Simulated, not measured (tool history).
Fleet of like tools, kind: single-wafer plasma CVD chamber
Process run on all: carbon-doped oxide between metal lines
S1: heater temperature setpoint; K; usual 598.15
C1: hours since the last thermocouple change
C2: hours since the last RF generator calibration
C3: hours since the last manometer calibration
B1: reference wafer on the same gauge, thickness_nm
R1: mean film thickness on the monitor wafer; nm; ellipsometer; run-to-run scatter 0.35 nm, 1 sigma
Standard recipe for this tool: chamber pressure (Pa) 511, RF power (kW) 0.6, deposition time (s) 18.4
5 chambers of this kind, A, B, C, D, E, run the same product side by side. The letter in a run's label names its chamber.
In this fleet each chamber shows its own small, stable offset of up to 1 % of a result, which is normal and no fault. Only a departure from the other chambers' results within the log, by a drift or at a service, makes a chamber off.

run 1D day=0.112 | S1=598.15 chamber_pressure_(Pa)=511 RF_power_(kW)=0.6 deposition_time_(s)=18.4 | C1=693.7 C2=863 C3=1972.1 | B1=112.02 | R1=110.85
run 2E day=0.225 | S1=598.15 chamber_pressure_(Pa)=511 RF_power_(kW)=0.6 deposition_time_(s)=18.4 | C1=611.2 C2=484.2 C3=1263.7 | B1=112 | R1=110.61
run 3B day=0.388 | S1=598.15 chamber_pressure_(Pa)=511 RF_power_(kW)=0.6 deposition_time_(s)=18.4 | C1=753 C2=1559.1 C3=1022 | B1=112.05 | R1=110.79
run 4A day=0.483 | S1=598.15 chamber_pressure_(Pa)=511 RF_power_(kW)=0.6 deposition_time_(s)=18.4 | C1=652.5 C2=254.6 C3=309 | B1=112.02 | R1=111.09
-- day=0.629 chamber E: capacitance manometer re-zeroed and calibrated
run 5C day=0.638 | S1=598.15 chamber_pressure_(Pa)=511 RF_power_(kW)=0.6 deposition_time_(s)=18.4 | C1=681.1 C2=342.9 C3=1814.7 | B1=112.09 | R1=110.62
run 6A day=0.854 | S1=598.15 chamber_pressure_(Pa)=511 RF_power_(kW)=0.6 deposition_time_(s)=18.4 | C1=661.4 C2=263.5 C3=317.9 | B1=112.01 | R1=111
run 7D day=0.992 | S1=590.15 chamber_pressure_(Pa)=511 RF_power_(kW)=0.665 deposition_time_(s)=18.4 | C1=714.8 C2=884.1 C3=1993.2 | B1=112.05 | R1=122.41
run 8B day=1.171 | S1=590.15 chamber_pressure_(Pa)=511 RF_power_(kW)=0.665 deposition_time_(s)=18.4 | C1=771.8 C2=1577.9 C3=1040.8 | B1=112.02 | R1=120.83
run 9C day=1.325 | S1=590.15 chamber_pressure_(Pa)=511 RF_power_(kW)=0.665 deposition_time_(s)=18.4 | C1=697.6 C2=359.4 C3=1831.2 | B1=112.08 | R1=121.07
run 10E day=1.546 | S1=590.15 chamber_pressure_(Pa)=511 RF_power_(kW)=0.665 deposition_time_(s)=18.4 | C1=642.9 C2=515.9 C3=22 | B1=112.06 | R1=120.94
run 11D day=1.762 | S1=590.15 chamber_pressure_(Pa)=511 RF_power_(kW)=0.665 deposition_time_(s)=18.4 | C1=733.3 C2=902.6 C3=2011.7 | B1=111.96 | R1=121.66
run 12B day=1.9 | S1=598.15 chamber_pressure_(Pa)=511 RF_power_(kW)=0.6 deposition_time_(s)=18.4 | C1=789.3 C2=1595.4 C3=1058.3 | B1=112.01 | R1=109.69
run 13C day=2.017 | S1=598.15 chamber_pressure_(Pa)=511 RF_power_(kW)=0.6 deposition_time_(s)=18.4 | C1=714.2 C2=376 C3=1847.8 | B1=112.04 | R1=110.54
run 14E day=2.129 | S1=598.15 chamber_pressure_(Pa)=511 RF_power_(kW)=0.6 deposition_time_(s)=18.4 | C1=656.9 C2=529.9 C3=36 | B1=112 | R1=110.18
run 15A day=2.342 | S1=598.15 chamber_pressure_(Pa)=511 RF_power_(kW)=0.6 deposition_time_(s)=18.4 | C1=697.1 C2=299.2 C3=353.6 | B1=111.99 | R1=110.86
run 16C day=2.467 | S1=598.15 chamber_pressure_(Pa)=511 RF_power_(kW)=0.6 deposition_time_(s)=18.4 | C1=725 C2=386.8 C3=1858.6 | B1=112.01 | R1=109.73
run 17E day=2.65 | S1=598.15 chamber_pressure_(Pa)=511 RF_power_(kW)=0.6 deposition_time_(s)=18.4 | C1=669.4 C2=542.4 C3=48.5 | B1=111.92 | R1=110.11
run 18A day=2.792 | S1=598.15 chamber_pressure_(Pa)=511 RF_power_(kW)=0.6 deposition_time_(s)=18.4 | C1=707.9 C2=310 C3=364.4 | B1=112 | R1=110.83
run 19D day=2.967 | S1=607.15 chamber_pressure_(Pa)=511 RF_power_(kW)=0.6 deposition_time_(s)=20.6 | C1=762.2 C2=931.5 C3=2040.6 | B1=111.98 | R1=119.81
run 20B day=3.158 | S1=607.15 chamber_pressure_(Pa)=511 RF_power_(kW)=0.6 deposition_time_(s)=20.6 | C1=819.5 C2=1625.6 C3=1088.5 | B1=112.1 | R1=120.13
run 21A day=3.271 | S1=607.15 chamber_pressure_(Pa)=511 RF_power_(kW)=0.6 deposition_time_(s)=20.6 | C1=719.4 C2=321.5 C3=375.9 | B1=112.03 | R1=119.76
run 22C day=3.4 | S1=607.15 chamber_pressure_(Pa)=511 RF_power_(kW)=0.6 deposition_time_(s)=20.6 | C1=747.4 C2=409.2 C3=1881 | B1=111.89 | R1=119.85
run 23B day=3.596 | S1=607.15 chamber_pressure_(Pa)=511 RF_power_(kW)=0.6 deposition_time_(s)=20.6 | C1=830 C2=1636.1 C3=1099 | B1=111.97 | R1=119.59
run 24E day=3.712 | S1=598.15 chamber_pressure_(Pa)=511 RF_power_(kW)=0.6 deposition_time_(s)=18.4 | C1=694.9 C2=567.9 C3=74 | B1=111.94 | R1=109.18
run 25D day=3.896 | S1=598.15 chamber_pressure_(Pa)=511 RF_power_(kW)=0.6 deposition_time_(s)=18.4 | C1=784.5 C2=953.8 C3=2062.9 | B1=111.99 | R1=110.96
run 26E day=4.029 | S1=598.15 chamber_pressure_(Pa)=511 RF_power_(kW)=0.6 deposition_time_(s)=18.4 | C1=702.5 C2=575.5 C3=81.6 | B1=111.97 | R1=109.8
run 27C day=4.167 | S1=598.15 chamber_pressure_(Pa)=511 RF_power_(kW)=0.6 deposition_time_(s)=18.4 | C1=765.8 C2=427.6 C3=1899.4 | B1=111.95 | R1=111.15
run 28A day=4.262 | S1=598.15 chamber_pressure_(Pa)=511 RF_power_(kW)=0.6 deposition_time_(s)=18.4 | C1=743.2 C2=345.3 C3=399.7 | B1=111.95 | R1=111.15
run 29B day=4.479 | S1=598.15 chamber_pressure_(Pa)=511 RF_power_(kW)=0.6 deposition_time_(s)=18.4 | C1=851.2 C2=1657.3 C3=1120.2 | B1=112.07 | R1=110.84
run 30D day=4.633 | S1=598.15 chamber_pressure_(Pa)=511 RF_power_(kW)=0.6 deposition_time_(s)=18.4 | C1=802.2 C2=971.5 C3=2080.6 | B1=111.99 | R1=110.61
run 31E day=4.85 | S1=598.15 chamber_pressure_(Pa)=511 RF_power_(kW)=0.6 deposition_time_(s)=18.4 | C1=722.2 C2=595.2 C3=101.3 | B1=111.98 | R1=108
run 32C day=5.008 | S1=598.15 chamber_pressure_(Pa)=511 RF_power_(kW)=0.6 deposition_time_(s)=18.4 | C1=786 C2=447.8 C3=1919.6 | B1=111.98 | R1=110.52
run 33A day=5.133 | S1=598.15 chamber_pressure_(Pa)=511 RF_power_(kW)=0.6 deposition_time_(s)=18.4 | C1=764.1 C2=366.2 C3=420.6 | B1=112.04 | R1=111.47
run 34B day=5.258 | S1=598.15 chamber_pressure_(Pa)=511 RF_power_(kW)=0.6 deposition_time_(s)=18.4 | C1=869.9 C2=1676 C3=1138.9 | B1=112.06 | R1=109.91
run 35D day=5.475 | S1=598.15 chamber_pressure_(Pa)=511 RF_power_(kW)=0.6 deposition_time_(s)=18.4 | C1=822.4 C2=991.7 C3=2100.8 | B1=112.01 | R1=111.05
run 36B day=5.671 | S1=598.15 chamber_pressure_(Pa)=511 RF_power_(kW)=0.6 deposition_time_(s)=18.4 | C1=879.8 C2=1685.9 C3=1148.8 | B1=111.89 | R1=110.09
run 37C day=5.812 | S1=598.15 chamber_pressure_(Pa)=511 RF_power_(kW)=0.6 deposition_time_(s)=18.4 | C1=805.3 C2=467.1 C3=1938.9 | B1=112.08 | R1=111.04
run 38D day=6.033 | S1=598.15 chamber_pressure_(Pa)=511 RF_power_(kW)=0.6 deposition_time_(s)=18.4 | C1=835.8 C2=1005.1 C3=2114.2 | B1=111.89 | R1=111.03
run 39A day=6.154 | S1=598.15 chamber_pressure_(Pa)=511 RF_power_(kW)=0.6 deposition_time_(s)=18.4 | C1=788.6 C2=390.7 C3=445.1 | B1=112.04 | R1=111.23
run 40E day=6.267 | S1=598.15 chamber_pressure_(Pa)=511 RF_power_(kW)=0.6 deposition_time_(s)=18.4 | C1=756.2 C2=629.2 C3=135.3 | B1=112.02 | R1=107.2
run 41B day=6.483 | S1=598.15 chamber_pressure_(Pa)=511 RF_power_(kW)=0.6 deposition_time_(s)=18.4 | C1=899.3 C2=1705.4 C3=1168.3 | B1=112.02 | R1=110.57
run 42A day=6.679 | S1=598.15 chamber_pressure_(Pa)=511 RF_power_(kW)=0.6 deposition_time_(s)=18.4 | C1=801.2 C2=403.3 C3=457.7 | B1=112.05 | R1=111.48
run 43C day=6.817 | S1=598.15 chamber_pressure_(Pa)=511 RF_power_(kW)=0.6 deposition_time_(s)=18.4 | C1=829.4 C2=491.2 C3=1963 | B1=111.98 | R1=111.3

All chambers now run identical settings, listed one chamber a line with results as question marks. What results will each chamber show?
run 44A day=6.975 | S1=598.15 chamber_pressure_(Pa)=609 RF_power_(kW)=0.6 deposition_time_(s)=18.4 | R1=?
run 44B day=6.975 | S1=598.15 chamber_pressure_(Pa)=609 RF_power_(kW)=0.6 deposition_time_(s)=18.4 | R1=?
run 44C day=6.975 | S1=598.15 chamber_pressure_(Pa)=609 RF_power_(kW)=0.6 deposition_time_(s)=18.4 | R1=?
run 44D day=6.975 | S1=598.15 chamber_pressure_(Pa)=609 RF_power_(kW)=0.6 deposition_time_(s)=18.4 | R1=?
run 44E day=6.975 | S1=598.15 chamber_pressure_(Pa)=609 RF_power_(kW)=0.6 deposition_time_(s)=18.4 | R1=?

run=44A R1=113.56
run=44B R1=112.87
run=44C R1=113.23
run=44D R1=113.43
run=44E R1=108.81
